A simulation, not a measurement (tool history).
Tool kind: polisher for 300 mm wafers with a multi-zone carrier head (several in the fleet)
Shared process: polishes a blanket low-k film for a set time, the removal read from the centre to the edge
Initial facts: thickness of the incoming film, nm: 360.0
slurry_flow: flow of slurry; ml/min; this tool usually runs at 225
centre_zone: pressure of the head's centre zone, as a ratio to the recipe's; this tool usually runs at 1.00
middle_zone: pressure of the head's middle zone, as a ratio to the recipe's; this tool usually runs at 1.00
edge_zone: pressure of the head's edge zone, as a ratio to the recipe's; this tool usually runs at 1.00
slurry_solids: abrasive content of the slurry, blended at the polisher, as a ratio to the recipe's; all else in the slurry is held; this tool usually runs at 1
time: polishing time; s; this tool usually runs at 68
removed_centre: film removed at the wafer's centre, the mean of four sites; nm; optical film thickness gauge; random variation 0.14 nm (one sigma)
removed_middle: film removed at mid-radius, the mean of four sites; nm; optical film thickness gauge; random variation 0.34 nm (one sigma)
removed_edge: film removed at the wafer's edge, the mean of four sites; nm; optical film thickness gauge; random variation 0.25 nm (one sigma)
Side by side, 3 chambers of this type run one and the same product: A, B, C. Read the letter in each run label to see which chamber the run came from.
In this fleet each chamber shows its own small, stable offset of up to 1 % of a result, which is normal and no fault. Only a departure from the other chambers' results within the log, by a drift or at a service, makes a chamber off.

run   hour  slurry_flow  centre_zone  middle_zone  edge_zone  slurry_solids  time  wafers polished on this pad  hours since the slurry nozzle was cleaned  hours since the centre zone pressure was calibrated  hours since the edge zone pressure was calibrated  removed_centre  removed_middle  removed_edge
 1A    9.2          225         1.00         1.00       1.00              1    68                          152                                      477.6                                               1511.4                                               43.2          23.002          22.762        22.818
 2C   19.8          225         1.00         1.00       1.00              1    68                          260                                       79.1                                               1052.8                                              956.4          22.848          22.652        23.046
      32.0  -- chamber C: edge zone pressure recalibrated
 3B   32.1          225         1.00         1.00       1.00              1    68                          468                                      475.9                                                323.2                                              866.9          22.924          22.637        22.723
 4A   44.8          225         1.00         1.00       1.00              1    68                          430                                      513.2                                               1547.0                                               78.8          23.029          22.773        22.993
      49.5  -- chamber C: centre zone pressure recalibrated
 5B   56.7          180         1.00         1.00       1.00              1    68                          660                                      500.5                                                347.8                                              891.5          22.132          22.111        22.451
      70.4  -- chamber A: worn pad replaced by a new one
 6C   72.1          180         1.00         1.00       1.00              1    68                          668                                      131.4                                                 22.7                                               40.2          22.306          21.640        22.189
      73.1  -- chamber A: centre zone pressure recalibrated
 7C   80.4          180         1.00         1.00       1.00              1    68                          733                                      139.7                                                 31.0                                               48.5          22.330          21.904        22.405
 8B   95.0          225         1.00         0.96       0.90              1    68                          959                                      538.8                                                386.1                                              929.8          22.983          22.082        21.663
 9A  109.3          225         1.00         0.96       0.90              1    68                          304                                      577.7                                                 36.3                                              143.3          23.026          22.321        21.831
10C  125.4          225         1.00         0.96       0.90              1    68                         1085                                      184.7                                                 76.0                                               93.5          22.846          22.283        21.644
11B  138.8          295         1.00         1.00       1.00              1    47                         1302                                      582.6                                                429.9                                              973.6          16.357          16.183        16.255
     145.9  -- chamber B: worn pad replaced by a new one
12A  148.1          295         1.00         1.00       1.00              1    47                          607                                      616.5                                                 75.1                                              182.1          16.569          15.990        16.483
     154.9  -- chamber C: worn pad replaced by a new one
13B  160.1          295         1.00         1.00       1.00              1    47                          111                                      603.9                                                451.2                                              994.9          16.393          16.682        16.319
     164.1  -- chamber A: worn pad replaced by a new one
14C  171.0          225         1.00         1.00       1.00              1    68                          126                                      230.3                                                121.6                                              139.1          23.075          23.493        22.967
     177.2  -- chamber B: slurry nozzle cleaned
     178.7  -- chamber B: centre zone pressure recalibrated
15A  185.7          225         1.00         1.00       1.00              1    68                          169                                      654.1                                                112.7                                              219.7          23.051          22.873        23.348
16B  198.6          225         1.00         1.00       1.00              1    68                          412                                       21.5                                                 20.0                                             1033.4          25.192          22.542        22.792
17A  210.4          225         1.00         1.00       1.00              1    68                          362                                      678.8                                                137.4                                              244.4          22.948          22.879        22.754
     218.0  -- chamber A: slurry nozzle cleaned
18C  219.5          225         1.00         1.00       1.00              1    68                          504                                      278.8                                                170.1                                              187.6          23.095          22.011        22.695
19C  234.1          225         1.00         1.00       1.00              1    68                          618                                      293.4                                                184.7                                              202.2          22.872          22.505        22.252
     242.6  -- chamber C: slurry nozzle cleaned
20A  244.2          225         1.00         1.00       1.00              1    47                          626                                       26.2                                                171.2                                              278.2          15.812          15.305        16.185
21B  252.7          225         1.00         1.00       1.00              1    47                          834                                       75.6                                                 74.1                                             1087.5          17.449          15.991        15.842
22A  260.0          225         1.00         1.00       1.00              1    47                          749                                       42.0                                                187.0                                              294.0          16.057          15.952        16.116
     266.4  -- chamber A: worn pad replaced by a new one
23B  271.6          225         1.00         0.96       1.08              1    68                          982                                       94.5                                                 93.0                                             1106.4          24.912          22.319        24.139
24C  287.9          225         1.00         0.96       1.08              1    68                         1039                                       45.4                                                238.5                                              256.0          22.767          21.637        23.518
25C  296.5          225         1.00         0.96       1.08              1    68                         1106                                       54.0                                                247.1                                              264.6          23.114          21.891        23.845
     302.1  -- chamber C: worn pad replaced by a new one
26A  309.7          225         1.00         1.00       1.00              1    68                          338                                       91.7                                                236.7                                              343.7          23.006          22.567        23.039
27B  320.4          225         1.00         1.00       1.00              1    68                         1363                                      143.3                                                141.8                                             1155.2          24.971          22.788        22.902
     321.6  -- chamber B: worn pad replaced by a new one
28B  334.6          225         1.00         1.00       1.00              1    68                          101                                      157.5                                                156.0                                             1169.4          24.902          23.165        22.900
29A  343.1          225         1.00         1.00       1.00              1    68                          599                                      125.1                                                270.1                                              377.1          23.023          23.321        23.330
30C  357.3          225         1.00         1.00       1.00              1    68                          431                                      114.8                                                307.9                                              325.4          22.973          22.874        23.179
     360.0  -- chamber A: worn pad replaced by a new one
31C  370.5          225         1.00         1.00       1.00              1    68                          534                                      128.0                                                321.1                                              338.6          22.760          23.543        22.826
32A  377.9          225         1.00         1.10       1.00              1    87                          140                                      159.9                                                304.9                                              411.9          29.668          32.143        29.850
33B  388.6          225         1.00         1.10       1.00              1    87                          523                                      211.5                                                210.0                                             1223.4          32.323          32.285        29.368
34C  397.8          225         1.00         1.10       1.00              1    87                          748                                      155.3                                                348.4                                              365.9          29.540          31.937        29.125
35B  406.4          225         1.00         1.00       1.00              1    68                          662                                      229.3                                                227.8                                             1241.2          24.852          23.355        22.972
36A  418.1          225         1.00         1.00       1.00              1    68                          454                                      200.1                                                345.1                                              452.1          22.995          23.107        22.603
37A  429.1          225         1.00         1.00       1.00              1    68                          540                                      211.1                                                356.1                                              463.1          23.153          23.044        22.484
38C  439.1          225         1.00         1.00       1.00              1    68                         1070                                      196.6                                                389.7                                              407.2          23.030          22.304        22.851
39B  450.5          225         1.00         1.00       1.00              1    68                         1007                                      273.4                                                271.9                                             1285.3          25.079          23.151        23.494
40B  461.9          225         1.04         1.00       1.00              1    68                         1096                                      284.8                                                283.3                                             1296.7          25.989          23.379        22.808

What goes on in this fleet: one chamber off, a drifting gauge, or nothing beyond the chambers' own small offsets? Name the chamber and the cause, if any.

A service left chamber B off against the others.
Cause: centre zone's pressure above its setpoint, % = 8.16.

Here are 4 candidates for chamber B's next run, each the usual settings with a change, their results left as question marks. Which one brings its results back in line with what the others give on the usual settings?
A result is in line if it is within this distance of the other chambers' mean on the usual settings: removed_centre 0.500 nm; removed_middle 1.200 nm; removed_edge 0.880 nm
41B-1  473.7          230         1.06         0.99       0.97              1    69                                                                                                                                                                                               ?               ?             ?
41B-2  473.7          215         0.89         1.01       1.04              1    67                                                                                                                                                                                               ?               ?             ?
41B-3  473.7          220         0.94         1.01       1.03              1    67                                                                                                                                                                                               ?               ?             ?
41B-4  473.7          235         1.12         0.99       0.95              1    70                                                                                                                                                                                               ?               ?             ?

The other chambers' mean on the usual settings: removed_centre 22.969 nm; removed_middle 22.865 nm; removed_edge 22.954 nm
  run  removed_centre  removed_middle  removed_edge
41B-1          27.119          23.249        23.002
41B-2          21.555          22.817        23.004
41B-3          22.964          22.881        22.939
41B-4          29.284          23.641        23.134
With 41B-3, the chamber falls back in line with the rest.

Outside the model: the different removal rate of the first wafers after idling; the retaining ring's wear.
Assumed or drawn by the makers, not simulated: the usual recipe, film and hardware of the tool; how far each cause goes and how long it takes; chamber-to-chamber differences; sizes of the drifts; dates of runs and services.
